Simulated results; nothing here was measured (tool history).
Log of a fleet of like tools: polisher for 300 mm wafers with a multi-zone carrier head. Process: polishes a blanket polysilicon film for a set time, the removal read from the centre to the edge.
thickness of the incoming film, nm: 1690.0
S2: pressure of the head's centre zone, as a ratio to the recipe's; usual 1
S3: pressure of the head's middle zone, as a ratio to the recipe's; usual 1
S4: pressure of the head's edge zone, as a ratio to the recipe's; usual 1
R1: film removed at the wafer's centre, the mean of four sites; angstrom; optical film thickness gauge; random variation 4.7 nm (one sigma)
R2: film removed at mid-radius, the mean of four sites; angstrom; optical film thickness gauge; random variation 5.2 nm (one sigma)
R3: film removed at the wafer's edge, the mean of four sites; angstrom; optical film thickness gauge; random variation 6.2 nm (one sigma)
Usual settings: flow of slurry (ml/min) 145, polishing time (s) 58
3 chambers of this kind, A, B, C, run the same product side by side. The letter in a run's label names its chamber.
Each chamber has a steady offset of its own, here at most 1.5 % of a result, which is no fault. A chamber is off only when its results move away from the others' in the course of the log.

run 1A day=0.408 | flow_of_slurry_(ml/min)=145 S2=1 S3=1 S4=1 polishing_time_(s)=58 | R1=4769.9 R2=4849.4 R3=4832.9
run 2B day=0.854 | flow_of_slurry_(ml/min)=145 S2=1 S3=1 S4=1 polishing_time_(s)=58 | R1=4807.1 R2=4873.9 R3=4767
-- day=1.104 chamber B: worn pad replaced by a new one
run 3C day=1.412 | flow_of_slurry_(ml/min)=145 S2=1 S3=1 S4=1 polishing_time_(s)=58 | R1=4787.6 R2=4772.2 R3=4751.3
run 4B day=1.688 | flow_of_slurry_(ml/min)=145 S2=1 S3=1 S4=1 polishing_time_(s)=58 | R1=4913 R2=4892.9 R3=4763.5
run 5A day=2.242 | flow_of_slurry_(ml/min)=145 S2=1 S3=1 S4=1 polishing_time_(s)=58 | R1=4887.8 R2=4768.5 R3=4919
-- day=2.442 chamber C: worn pad replaced by a new one
-- day=2.462 chamber A: worn pad replaced by a new one
run 6C day=2.546 | flow_of_slurry_(ml/min)=145 S2=1 S3=1 S4=1 polishing_time_(s)=58 | R1=4833 R2=4777.9 R3=4926.4
run 7B day=3.038 | flow_of_slurry_(ml/min)=145 S2=1 S3=1 S4=1 polishing_time_(s)=58 | R1=4793.1 R2=4948.1 R3=4855
run 8C day=3.404 | flow_of_slurry_(ml/min)=145 S2=1 S3=1 S4=1 polishing_time_(s)=58 | R1=4856.6 R2=4924.1 R3=4860.6
-- day=3.579 chamber C: edge zone pressure recalibrated
run 9A day=3.683 | flow_of_slurry_(ml/min)=145 S2=1 S3=1 S4=1 polishing_time_(s)=58 | R1=4861.4 R2=4834.7 R3=4774.9
-- day=3.746 chamber B: slurry nozzle cleaned
run 10A day=3.962 | flow_of_slurry_(ml/min)=145 S2=0.91 S3=1.07 S4=1 polishing_time_(s)=58 | R1=4389.5 R2=5153.1 R3=4724.3
run 11C day=4.242 | flow_of_slurry_(ml/min)=145 S2=0.91 S3=1.07 S4=1 polishing_time_(s)=58 | R1=4338.6 R2=5164 R3=4779.4
run 12B day=4.8 | flow_of_slurry_(ml/min)=145 S2=0.91 S3=1.07 S4=1 polishing_time_(s)=58 | R1=4346.8 R2=5158 R3=4676.1
run 13B day=5.154 | flow_of_slurry_(ml/min)=145 S2=1 S3=1 S4=1 polishing_time_(s)=66 | R1=5426.9 R2=5536.3 R3=5428.2
-- day=5.379 chamber B: worn pad replaced by a new one
run 14A day=5.621 | flow_of_slurry_(ml/min)=145 S2=1 S3=1 S4=1 polishing_time_(s)=66 | R1=5481.8 R2=5604.6 R3=5466.3
-- day=5.717 chamber A: centre zone pressure recalibrated
-- day=6.004 chamber C: worn pad replaced by a new one
-- day=6.167 chamber A: worn pad replaced by a new one
run 15C day=6.179 | flow_of_slurry_(ml/min)=145 S2=1 S3=1 S4=1 polishing_time_(s)=66 | R1=5524.7 R2=5525.2 R3=5527.2
run 16B day=6.717 | flow_of_slurry_(ml/min)=145 S2=1 S3=1 S4=1 polishing_time_(s)=58 | R1=4822.9 R2=4830.7 R3=4774.1
run 17C day=7.304 | flow_of_slurry_(ml/min)=100 S2=1 S3=1.08 S4=1 polishing_time_(s)=58 | R1=4339.7 R2=4767.7 R3=4565.2
run 18A day=7.646 | flow_of_slurry_(ml/min)=100 S2=1 S3=1.08 S4=1 polishing_time_(s)=58 | R1=4343.9 R2=4810.9 R3=4601.2
run 19A day=7.992 | flow_of_slurry_(ml/min)=100 S2=1 S3=1.08 S4=1 polishing_time_(s)=58 | R1=4404.3 R2=4673.3 R3=4513.7
run 20C day=8.6 | flow_of_slurry_(ml/min)=145 S2=0.91 S3=1 S4=1 polishing_time_(s)=58 | R1=4354.3 R2=4764.6 R3=4858.1
run 21B day=8.979 | flow_of_slurry_(ml/min)=145 S2=0.91 S3=1 S4=1 polishing_time_(s)=58 | R1=4244 R2=4929.6 R3=4824.5
run 22A day=9.492 | flow_of_slurry_(ml/min)=145 S2=0.91 S3=1 S4=1 polishing_time_(s)=58 | R1=4385.7 R2=4793.5 R3=4876
-- day=9.796 chamber A: worn pad replaced by a new one
run 23C day=9.975 | flow_of_slurry_(ml/min)=145 S2=1 S3=1 S4=1 polishing_time_(s)=58 | R1=4759.2 R2=4908.8 R3=4775.9
-- day=10.033 chamber C: worn pad replaced by a new one
-- day=10.1 chamber B: centre zone pressure recalibrated
run 24B day=10.429 | flow_of_slurry_(ml/min)=145 S2=1 S3=1 S4=1 polishing_time_(s)=58 | R1=4499.3 R2=4897.4 R3=4719.3
-- day=10.725 chamber B: worn pad replaced by a new one
run 25A day=10.808 | flow_of_slurry_(ml/min)=145 S2=1 S3=1 S4=1 polishing_time_(s)=58 | R1=4834.4 R2=4883.4 R3=4840.9
run 26B day=11.079 | flow_of_slurry_(ml/min)=145 S2=1 S3=1 S4=1 polishing_time_(s)=58 | R1=4515.4 R2=4875.6 R3=4837.7
run 27C day=11.508 | flow_of_slurry_(ml/min)=145 S2=1 S3=1 S4=1 polishing_time_(s)=58 | R1=4849.1 R2=4819.5 R3=4781.8
run 28A day=11.938 | flow_of_slurry_(ml/min)=145 S2=1 S3=1 S4=1 polishing_time_(s)=58 | R1=4786.2 R2=4769.6 R3=4729.9
run 29C day=12.279 | flow_of_slurry_(ml/min)=145 S2=1 S3=1 S4=1 polishing_time_(s)=58 | R1=4783.9 R2=4856.8 R3=4914.5
run 30B day=12.838 | flow_of_slurry_(ml/min)=145 S2=1 S3=1 S4=1 polishing_time_(s)=58 | R1=4500.1 R2=4853.3 R3=4763.5
run 31C day=13.333 | flow_of_slurry_(ml/min)=145 S2=1 S3=1 S4=1 polishing_time_(s)=58 | R1=4852.5 R2=4784.2 R3=4878.3
-- day=13.692 chamber C: worn pad replaced by a new one
-- day=13.842 chamber A: worn pad replaced by a new one
run 32A day=13.95 | flow_of_slurry_(ml/min)=145 S2=1 S3=1 S4=1 polishing_time_(s)=58 | R1=4848.2 R2=4817.8 R3=4734.3
run 33B day=14.25 | flow_of_slurry_(ml/min)=145 S2=1 S3=1 S4=1 polishing_time_(s)=58 | R1=4413.2 R2=4893.9 R3=4761.5
run 34C day=14.833 | flow_of_slurry_(ml/min)=145 S2=1.09 S3=1.1 S4=1 polishing_time_(s)=58 | R1=5171.5 R2=5365.4 R3=4827.9
run 35A day=15.125 | flow_of_slurry_(ml/min)=145 S2=1.09 S3=1.1 S4=1 polishing_time_(s)=58 | R1=5375.2 R2=5237.9 R3=4817.3
run 36B day=15.604 | flow_of_slurry_(ml/min)=145 S2=1.09 S3=1.1 S4=1 polishing_time_(s)=58 | R1=4966.1 R2=5218.3 R3=4799.9
-- day=15.704 chamber B: worn pad replaced by a new one
run 37C day=16.229 | flow_of_slurry_(ml/min)=145 S2=1 S3=1 S4=1 polishing_time_(s)=58 | R1=4799.8 R2=4816.7 R3=4800
run 38A day=16.638 | flow_of_slurry_(ml/min)=145 S2=1 S3=1 S4=1 polishing_time_(s)=58 | R1=4845 R2=4809.9 R3=4730.7
run 39B day=17.146 | flow_of_slurry_(ml/min)=145 S2=1 S3=1 S4=1 polishing_time_(s)=58 | R1=4518.9 R2=5003.6 R3=4768.9
-- day=17.479 chamber C: edge zone pressure recalibrated
-- day=17.658 chamber A: worn pad replaced by a new one
-- day=17.675 chamber C: worn pad replaced by a new one
run 40A day=17.771 | flow_of_slurry_(ml/min)=145 S2=1 S3=1 S4=1 polishing_time_(s)=58 | R1=4854.1 R2=4791.8 R3=4912.7
run 41B day=18.396 | flow_of_slurry_(ml/min)=145 S2=1 S3=1 S4=1 polishing_time_(s)=58 | R1=4523.1 R2=4811.6 R3=4753.9
run 42C day=18.917 | flow_of_slurry_(ml/min)=145 S2=1 S3=1 S4=1 polishing_time_(s)=58 | R1=4719.5 R2=4852 R3=4967.9
run 43A day=19.208 | flow_of_slurry_(ml/min)=145 S2=1 S3=1 S4=1 polishing_time_(s)=58 | R1=4940.8 R2=4864.2 R3=4862.3

Next, every chamber runs the same settings. What will each give?
run 44A day=19.662 | flow_of_slurry_(ml/min)=145 S2=1 S3=1 S4=1 polishing_time_(s)=58 | R1=? R2=? R3=?
run 44B day=19.662 | flow_of_slurry_(ml/min)=145 S2=1 S3=1 S4=1 polishing_time_(s)=58 | R1=? R2=? R3=?
run 44C day=19.662 | flow_of_slurry_(ml/min)=145 S2=1 S3=1 S4=1 polishing_time_(s)=58 | R1=? R2=? R3=?

run=44A R1=4928.5 R2=4845.3 R3=4813.7
run=44B R1=4513.6 R2=4834.8 R3=4841.9
run=44C R1=4875.7 R2=4700.3 R3=4873.9

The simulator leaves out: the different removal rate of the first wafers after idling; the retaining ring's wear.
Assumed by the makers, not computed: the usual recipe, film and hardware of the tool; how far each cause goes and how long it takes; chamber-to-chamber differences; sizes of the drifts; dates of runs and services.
